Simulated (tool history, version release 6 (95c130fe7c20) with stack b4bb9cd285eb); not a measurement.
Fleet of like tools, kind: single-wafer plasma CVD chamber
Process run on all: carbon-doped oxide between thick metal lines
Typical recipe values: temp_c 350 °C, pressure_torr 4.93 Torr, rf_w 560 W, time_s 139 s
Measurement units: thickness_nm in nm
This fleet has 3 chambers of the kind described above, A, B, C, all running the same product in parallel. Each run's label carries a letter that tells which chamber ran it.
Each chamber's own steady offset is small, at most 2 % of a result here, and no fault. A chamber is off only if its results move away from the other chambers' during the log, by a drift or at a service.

run   hour  temp_c  pressure_torr  rf_w  time_s  hours since the last thermocouple change  hours since the last RF generator calibration  hours since the last manometer calibration  read-back reference wafer on the same gauge, thickness_nm  thickness_nm
 1B    5.7     350           4.93   560     139                                     952.9                                          573.9                                       153.1                                                     705.56        734.51
 2C   10.5     350           4.93   560     139                                      65.4                                          507.2                                         533                                                     705.99         741.2
 3A   18.1     350           4.93   560     139                                    1065.4                                         1004.4                                       302.4                                                     706.01        744.62
 4C   26.4     350           4.93   560     139                                      81.3                                          523.1                                       548.9                                                     706.21        744.98
 5A   32.2     350           4.93   560     139                                    1079.5                                         1018.5                                       316.5                                                     705.94        746.67
 6B   40.8     350           4.93   465     139                                       988                                            609                                       188.2                                                     705.82        656.95
 7C   47.2     350           4.93   465     139                                     102.1                                          543.9                                       569.7                                                     706.02        665.05
 8A   53.2     350           4.93   465     139                                    1100.5                                         1039.5                                       337.5                                                     704.97        666.57
 9B   58.4     350           4.93   560     139                                    1005.6                                          626.6                                       205.8                                                     706.53        735.97
10B   63.6     350           4.93   560     139                                    1010.8                                          631.8                                         211                                                     706.41        733.79
      70.9  -- chamber A: RF generator calibrated
11A   72.8     350           4.93   560     139                                    1120.1                                              2                                       357.1                                                     705.44        746.03
12C   78.4     350           4.93   560     139                                     133.3                                          575.1                                       600.9                                                     707.02        750.65
13A   83.8     350           4.93   560     139                                    1131.1                                             13                                       368.1                                                        706        744.33
14C   90.5     350           4.93   560     139                                     145.4                                          587.2                                         613                                                     705.72        745.77
15B   95.5     350           4.93   560     139                                    1042.7                                          663.7                                       242.9                                                      706.1        727.66
16B  104.1     350           3.87   560     117                                    1051.3                                          672.3                                       251.5                                                      705.9        587.24
17A  108.6     350           3.87   560     117                                    1155.9                                           37.8                                       392.9                                                      705.8        610.17
18C  118.1     350           3.87   560     117                                       173                                          614.8                                       640.6                                                     705.52        604.88
19C  127.3     350           4.93   560     139                                     182.2                                            624                                       649.8                                                     705.47        746.12
20A  133.1     350           4.93   560     139                                    1180.4                                           62.3                                       417.4                                                     706.48        747.76
21B  138.1     350           4.93   480     114                                    1085.3                                          706.3                                       285.5                                                     706.06         537.2
22C  142.6     350           4.93   480     114                                     197.5                                          639.3                                       665.1                                                     705.82        550.19
23B  147.2     350           4.93   480     114                                    1094.4                                          715.4                                       294.6                                                     705.95        532.92
24A  154.6     350           4.93   560     139                                    1201.9                                           83.8                                       438.9                                                     705.38        747.93
     158.1  -- chamber A: thermocouple changed; heater temperature recalibrated
25A    163     350           4.93   560     139                                       4.9                                           92.2                                       447.3                                                      706.7        748.64
26C  170.3     350           4.93   560     139                                     225.2                                            667                                       692.8                                                     706.07        745.76
27B  175.7     350           4.93   560     139                                    1122.9                                          743.9                                       323.1                                                     706.03        713.19
28C  181.8     350           4.93   560     139                                     236.7                                          678.5                                       704.3                                                     705.66        747.83
29A    191     350           4.93   560     139                                      32.9                                          120.2                                       475.3                                                     705.24        748.01
30B  196.4     350           4.93   560     139                                    1143.6                                          764.6                                       343.8                                                     705.57        707.23
31B  202.1     350           4.93   560     139                                    1149.3                                          770.3                                       349.5                                                     706.75        703.42
     203.7  -- chamber B: thermocouple changed; heater temperature recalibrated
32A  209.9     350           4.93   560     139                                      51.8                                          139.1                                       494.2                                                     705.58        748.38
33C  215.8     350           4.93   560     139                                     270.7                                          712.5                                       738.3                                                     705.43        748.05
34C    224     350           4.93   560     139                                     278.9                                          720.7                                       746.5                                                     706.24        744.98
35A  228.9     350           4.93   560     139                                      70.8                                          158.1                                       513.2                                                     705.49        749.99
36B  237.9     350           4.93   560     139                                      34.3                                          806.1                                       385.3                                                     706.04         704.9

The same settings go to every chamber for the next run, one line per chamber below. Forecast the results for each:
37A  244.7     350           4.93   560     139                                                                                                                                                                                                             ?
37B  244.7     350           4.93   560     139                                                                                                                                                                                                             ?
37C  244.7     350           4.93   560     139                                                                                                                                                                                                             ?

run  thickness_nm
37A        745.22
37B        702.86
37C        746.48
